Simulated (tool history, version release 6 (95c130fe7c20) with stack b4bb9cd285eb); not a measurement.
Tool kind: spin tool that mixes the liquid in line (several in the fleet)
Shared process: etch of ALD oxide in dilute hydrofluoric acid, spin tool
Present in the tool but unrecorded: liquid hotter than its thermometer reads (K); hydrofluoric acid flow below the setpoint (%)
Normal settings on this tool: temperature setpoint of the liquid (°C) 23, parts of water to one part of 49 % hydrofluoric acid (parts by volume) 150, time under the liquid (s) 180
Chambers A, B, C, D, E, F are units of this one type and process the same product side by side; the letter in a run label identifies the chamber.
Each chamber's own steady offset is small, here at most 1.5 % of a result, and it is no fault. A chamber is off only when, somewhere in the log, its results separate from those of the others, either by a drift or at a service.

run,hour,temperature setpoint of the liquid (°C),parts of water to one part of 49 % hydrofluoric acid (parts by volume),time under the liquid (s),hours since the thermometer was replaced,hours since the hydrofluoric acid flow meter was replaced,"read-back film thickness of the ALD oxide reference wafer, read on the same gauge (nm)",thickness taken off the ALD oxide on a monitor wafer (angstrom)
1B,8.8,23,150,180,835.1,179.9,29.987,306.47
2D,15.9,23,150,180,1930.3,680.0,30.016,306.70
3C,20.3,23,150,180,1264.1,59.0,30.010,307.29
4A,28.3,23,150,180,1844.5,171.2,29.988,306.98
5E,35.8,23,150,180,681.4,2154.8,30.028,307.00
6F,42.1,23,150,180,229.5,1712.7,29.970,305.72
7A,46.4,23,150,180,1862.6,189.3,30.007,306.89
8F,52.6,21,150,255,240.0,1723.2,30.002,395.78
# hour 53.4: chamber D: thermometer replaced
9E,60.8,21,150,255,706.4,2179.8,30.000,403.40
10B,65.4,21,150,255,891.7,236.5,29.995,401.49
# hour 69.7: chamber E: hydrofluoric acid flow meter replaced
11C,74.6,21,150,255,1318.4,113.3,29.994,405.01
12D,79.0,21,150,255,25.6,743.1,29.985,405.12
13D,88.3,21,150,255,34.9,752.4,29.989,405.40
14F,96.0,23,150,180,283.4,1766.6,30.038,304.59
15B,100.6,23,150,180,926.9,271.7,29.981,307.50
16E,105.4,26,150,180,751.0,35.7,30.003,346.21
17C,111.9,26,150,180,1355.7,150.6,30.022,346.56
18A,117.2,26,150,180,1933.4,260.1,29.999,344.34
# hour 123.5: chamber D: hydrofluoric acid flow meter replaced
19B,125.9,26,150,180,952.2,297.0,29.993,345.09
20D,132.8,26,150,180,79.4,9.3,30.003,345.71
21F,142.2,26,150,180,329.6,1812.8,30.013,342.86
22E,151.1,23,150,180,796.7,81.4,30.005,312.94
23C,158.5,26,150,180,1402.3,197.2,29.991,342.62
24A,168.5,26,150,180,1984.7,311.4,29.999,341.30
25A,174.4,26,150,180,1990.6,317.3,29.987,343.64
26E,178.9,26,150,180,824.5,109.2,29.973,354.20
27F,185.8,26,150,180,373.2,1856.4,30.014,342.20
28D,191.1,26,150,180,137.7,67.6,30.010,347.24
29B,198.7,23,150,180,1025.0,369.8,29.992,310.84
30C,205.6,23,150,180,1449.4,244.3,30.001,309.10
31A,212.8,23,150,180,2029.0,355.7,29.997,306.52
32E,221.4,23,150,90,867.0,151.7,29.978,159.39
33F,227.6,23,150,90,415.0,1898.2,29.983,152.90
34B,233.1,23,150,90,1059.4,404.2,30.016,152.99
35D,240.5,23,150,90,187.1,117.0,29.990,154.50
36C,244.8,23,150,90,1488.6,283.5,30.018,153.83
37B,253.7,23,150,90,1080.0,424.8,30.000,153.84
38A,262.8,23,150,180,2079.0,405.7,30.016,307.20
39F,270.3,23,150,180,457.7,1940.9,30.002,303.19
40D,277.3,23,150,180,223.9,153.8,30.013,309.02
41C,283.3,23,150,180,1527.1,322.0,29.997,307.59

Which is it: a chamber that has drifted or been left off by a service, a gauge drift common to all chambers, or only each chamber's usual small offset? If a chamber is off, name it and its likeliest cause.

It is chamber E that slowly wanders off from its peers.
Likeliest cause: liquid hotter than its thermometer reads (K) = 1.42.
The log might look much the same if the cause were instead: hydrofluoric acid flow above the setpoint (%).

Here are 4 candidates for chamber E's next run, each the usual settings with a change, their results left as question marks. Which one brings its results back in line with what the others give on the usual settings?
Counts as in line when no further than this from what the other chambers average on the usual settings: thickness taken off the ALD oxide on a monitor wafer (angstrom) 4.30
42E-1,290.5,21.5,150,180,,,,?
42E-2,290.5,23.0,135,180,,,,?
42E-3,290.5,23.0,150,190,,,,?
42E-4,290.5,20.0,150,180,,,,?

The mean the other chambers reach with the usual settings: thickness taken off the ALD oxide on a monitor wafer (angstrom) 307.26
run,thickness taken off the ALD oxide on a monitor wafer (angstrom)
42E-1,306.46
42E-2,366.63
42E-3,342.90
42E-4,288.72
The answer is 42E-1, which returns the chamber to within the allowed miss of the others.
